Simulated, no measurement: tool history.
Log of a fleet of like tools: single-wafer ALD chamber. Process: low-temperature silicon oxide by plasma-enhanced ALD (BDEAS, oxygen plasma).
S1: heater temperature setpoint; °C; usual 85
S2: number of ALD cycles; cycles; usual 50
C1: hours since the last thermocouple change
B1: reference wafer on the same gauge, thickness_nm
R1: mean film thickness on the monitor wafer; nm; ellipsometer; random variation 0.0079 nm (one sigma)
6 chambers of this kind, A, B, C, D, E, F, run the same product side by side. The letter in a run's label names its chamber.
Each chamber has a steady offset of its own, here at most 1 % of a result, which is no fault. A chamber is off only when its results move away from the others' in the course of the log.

run 1B hour=3.9 | S1=85 S2=50 | C1=1132.1 | B1=6.9205 | R1=7.5181
run 2D hour=6.0 | S1=85 S2=50 | C1=152.6 | B1=6.9207 | R1=7.4672
run 3A hour=8.1 | S1=85 S2=50 | C1=1154.0 | B1=6.9229 | R1=7.4502
run 4C hour=10.0 | S1=85 S2=50 | C1=3269.6 | B1=6.9217 | R1=7.5113
run 5F hour=12.6 | S1=85 S2=50 | C1=1035.9 | B1=6.9218 | R1=7.5536
run 6E hour=15.1 | S1=85 S2=42 | C1=156.0 | B1=6.9216 | R1=6.3585
run 7E hour=19.4 | S1=85 S2=42 | C1=160.3 | B1=6.9238 | R1=6.3607
run 8D hour=23.6 | S1=85 S2=42 | C1=170.2 | B1=6.9254 | R1=6.2835
run 9F hour=27.3 | S1=85 S2=42 | C1=1050.6 | B1=6.9258 | R1=6.3456
run 10B hour=30.6 | S1=85 S2=42 | C1=1158.8 | B1=6.9271 | R1=6.3140
run 11C hour=34.4 | S1=85 S2=42 | C1=3294.0 | B1=6.9264 | R1=6.3301
run 12A hour=38.7 | S1=85 S2=50 | C1=1184.6 | B1=6.9272 | R1=7.4608
run 13A hour=43.0 | S1=85 S2=50 | C1=1188.9 | B1=6.9288 | R1=7.4704
run 14C hour=46.5 | S1=85 S2=50 | C1=3306.1 | B1=6.9324 | R1=7.5345
run 15B hour=49.0 | S1=85 S2=50 | C1=1177.2 | B1=6.9302 | R1=7.5182
run 16F hour=52.8 | S1=85 S2=50 | C1=1076.1 | B1=6.9314 | R1=7.5528
run 17E hour=56.7 | S1=85 S2=50 | C1=197.6 | B1=6.9312 | R1=7.5779
run 18D hour=59.9 | S1=85 S2=50 | C1=206.5 | B1=6.9334 | R1=7.4819
run 19B hour=62.8 | S1=85 S2=50 | C1=1191.0 | B1=6.9335 | R1=7.5123
run 20A hour=66.2 | S1=85 S2=50 | C1=1212.1 | B1=6.9351 | R1=7.4731
run 21D hour=70.5 | S1=85 S2=50 | C1=217.1 | B1=6.9362 | R1=7.4772
-- hour=70.7 chamber C: thermocouple changed; heater temperature recalibrated
run 22F hour=74.6 | S1=85 S2=50 | C1=1097.9 | B1=6.9359 | R1=7.5715
run 23C hour=78.1 | S1=85 S2=50 | C1=7.5 | B1=6.9372 | R1=7.5407
run 24E hour=81.5 | S1=85 S2=50 | C1=222.4 | B1=6.9362 | R1=7.5851
run 25E hour=83.9 | S1=85 S2=50 | C1=224.8 | B1=6.9388 | R1=7.5786
run 26D hour=86.1 | S1=76 S2=47 | C1=232.7 | B1=6.9392 | R1=7.2573
run 27C hour=88.0 | S1=76 S2=47 | C1=17.4 | B1=6.9396 | R1=7.2994
run 28F hour=91.2 | S1=76 S2=47 | C1=1114.5 | B1=6.9385 | R1=7.3261
run 29A hour=95.0 | S1=76 S2=47 | C1=1240.9 | B1=6.9395 | R1=7.2509
run 30B hour=99.3 | S1=76 S2=47 | C1=1227.5 | B1=6.9427 | R1=7.3144
run 31C hour=101.3 | S1=76 S2=47 | C1=30.7 | B1=6.9413 | R1=7.3130
run 32B hour=105.5 | S1=85 S2=50 | C1=1233.7 | B1=6.9407 | R1=7.5350
run 33A hour=107.9 | S1=85 S2=50 | C1=1253.8 | B1=6.9431 | R1=7.4780
run 34E hour=111.3 | S1=85 S2=41 | C1=252.2 | B1=6.9436 | R1=6.2381
run 35D hour=114.0 | S1=85 S2=41 | C1=260.6 | B1=6.9437 | R1=6.1586
run 36F hour=118.2 | S1=85 S2=41 | C1=1141.5 | B1=6.9461 | R1=6.1986
run 37D hour=121.2 | S1=85 S2=41 | C1=267.8 | B1=6.9448 | R1=6.1485
run 38A hour=123.5 | S1=85 S2=41 | C1=1269.4 | B1=6.9475 | R1=6.1413
run 39E hour=125.9 | S1=85 S2=41 | C1=266.8 | B1=6.9481 | R1=6.2300
run 40F hour=128.4 | S1=85 S2=50 | C1=1151.7 | B1=6.9472 | R1=7.5836
run 41C hour=131.0 | S1=85 S2=50 | C1=60.4 | B1=6.9482 | R1=7.5437
run 42B hour=133.3 | S1=78 S2=43 | C1=1261.5 | B1=6.9481 | R1=6.6558
run 43A hour=137.6 | S1=78 S2=43 | C1=1283.5 | B1=6.9481 | R1=6.5857

What goes on in this fleet: one chamber off, a drifting gauge, or nothing beyond the chambers' own small offsets? Name the chamber and the cause, if any.

The gauge drifts, so all chambers seem to drift together. No chamber is off.
Cause: gauge reads high (%) = 0.43.

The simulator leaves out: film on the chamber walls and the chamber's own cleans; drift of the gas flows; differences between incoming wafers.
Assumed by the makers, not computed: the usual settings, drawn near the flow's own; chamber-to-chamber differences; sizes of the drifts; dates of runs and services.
